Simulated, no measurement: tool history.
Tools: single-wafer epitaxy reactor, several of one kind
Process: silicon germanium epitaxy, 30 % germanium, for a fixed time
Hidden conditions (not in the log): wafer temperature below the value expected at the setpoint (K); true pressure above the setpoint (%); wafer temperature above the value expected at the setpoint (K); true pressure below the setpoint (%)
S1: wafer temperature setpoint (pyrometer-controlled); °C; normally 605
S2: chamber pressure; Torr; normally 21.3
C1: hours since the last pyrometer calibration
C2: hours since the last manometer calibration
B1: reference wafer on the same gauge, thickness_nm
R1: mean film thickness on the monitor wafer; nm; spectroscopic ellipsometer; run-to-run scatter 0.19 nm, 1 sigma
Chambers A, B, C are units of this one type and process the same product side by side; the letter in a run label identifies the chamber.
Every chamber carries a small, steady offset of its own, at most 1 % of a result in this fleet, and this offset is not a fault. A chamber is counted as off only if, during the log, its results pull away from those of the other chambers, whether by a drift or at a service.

Run 1C, day 0.167: usual settings; C1 508.9; C2 290.2; B1 58.752. Result: R1 66.317 nm.
Run 2B, day 0.333: usual settings; C1 425.9; C2 1174.5; B1 58.803. Result: R1 66.551 nm.
Run 3A, day 0.425: usual settings; C1 610.3; C2 1986.0; B1 58.823. Result: R1 65.870 nm.
Run 4A, day 0.529: usual settings; C1 612.8; C2 1988.5; B1 58.792. Result: R1 65.655 nm.
Run 5C, day 0.650: usual settings; C1 520.5; C2 301.8; B1 58.808. Result: R1 66.124 nm.
Run 6B, day 0.800: usual settings; C1 437.1; C2 1185.7; B1 58.799. Result: R1 66.343 nm.
Run 7C, day 0.954: usual settings; C1 527.8; C2 309.1; B1 58.778. Result: R1 66.032 nm.
Run 8B, day 1.050: usual settings; C1 443.1; C2 1191.7; B1 58.810. Result: R1 66.317 nm.
Run 9A, day 1.217: usual settings but S1 618 °C; C1 629.3; C2 2005.0; B1 58.790. Result: R1 83.284 nm.
Run 10A, day 1.392: usual settings but S1 618 °C; C1 633.5; C2 2009.2; B1 58.824. Result: R1 82.469 nm.
Run 11B, day 1.471: usual settings but S1 618 °C; C1 453.2; C2 1201.8; B1 58.791. Result: R1 83.523 nm.
Run 12C, day 1.558: usual settings but S1 614 °C, S2 18.7 Torr; C1 542.3; C2 323.6; B1 58.786. Result: R1 73.998 nm.
Run 13A, day 1.733: usual settings but S1 614 °C, S2 18.7 Torr; C1 641.7; C2 2017.4; B1 58.792. Result: R1 73.118 nm.
Run 14C, day 1.821: usual settings but S1 614 °C, S2 18.7 Torr; C1 548.6; C2 329.9; B1 58.800. Result: R1 74.065 nm.
Run 15B, day 1.917: usual settings; C1 463.9; C2 1212.5; B1 58.807. Result: R1 66.444 nm.
Run 16B, day 2.067: usual settings; C1 467.5; C2 1216.1; B1 58.789. Result: R1 66.369 nm.
Run 17A, day 2.150: usual settings but S1 600 °C, S2 19.6 Torr; C1 651.7; C2 2027.4; B1 58.843. Result: R1 57.778 nm.
Run 18C, day 2.317: usual settings but S1 600 °C, S2 19.6 Torr; C1 560.5; C2 341.8; B1 58.783. Result: R1 58.555 nm.
Run 19C, day 2.475: usual settings but S1 600 °C, S2 19.6 Torr; C1 564.3; C2 345.6; B1 58.845. Result: R1 58.308 nm.
Run 20B, day 2.567: usual settings; C1 479.5; C2 1228.1; B1 58.775. Result: R1 66.147 nm.
Run 21A, day 2.692: usual settings but S2 16.6 Torr; C1 664.7; C2 2040.4; B1 58.827. Result: R1 58.666 nm.
Run 22A, day 2.846: usual settings but S2 16.6 Torr; C1 668.4; C2 2044.1; B1 58.763. Result: R1 58.218 nm.
Run 23B, day 2.975: usual settings but S2 16.6 Torr; C1 489.3; C2 1237.9; B1 58.795. Result: R1 59.743 nm.
Run 24C, day 3.096: usual settings; C1 579.2; C2 360.5; B1 58.792. Result: R1 65.913 nm.
Run 25B, day 3.242: usual settings but S1 612 °C; C1 495.7; C2 1244.3; B1 58.809. Result: R1 75.048 nm.
Run 26A, day 3.421: usual settings but S1 612 °C; C1 682.2; C2 2057.9; B1 58.780. Result: R1 72.714 nm.
Run 27C, day 3.562: usual settings but S1 612 °C; C1 590.4; C2 371.7; B1 58.785. Result: R1 75.045 nm.
Run 28A, day 3.658: usual settings; C1 687.9; C2 2063.6; B1 58.830. Result: R1 64.109 nm.
Run 29B, day 3.838: usual settings; C1 510.0; C2 1258.6; B1 58.777. Result: R1 66.653 nm.
Run 30C, day 3.933: usual settings but S1 591 °C, S2 19.3 Torr; C1 599.3; C2 380.6; B1 58.761. Result: R1 49.242 nm.

Next, all 3 chambers run the settings below, one line each with question marks for the results. What does each chamber give?
Run 31A, day 4.058: usual settings. Result: R1 ?.
Run 31B, day 4.058: usual settings. Result: R1 ?.
Run 31C, day 4.058: usual settings. Result: R1 ?.

run      R1
31A  63.833
31B  66.253
31C  66.090
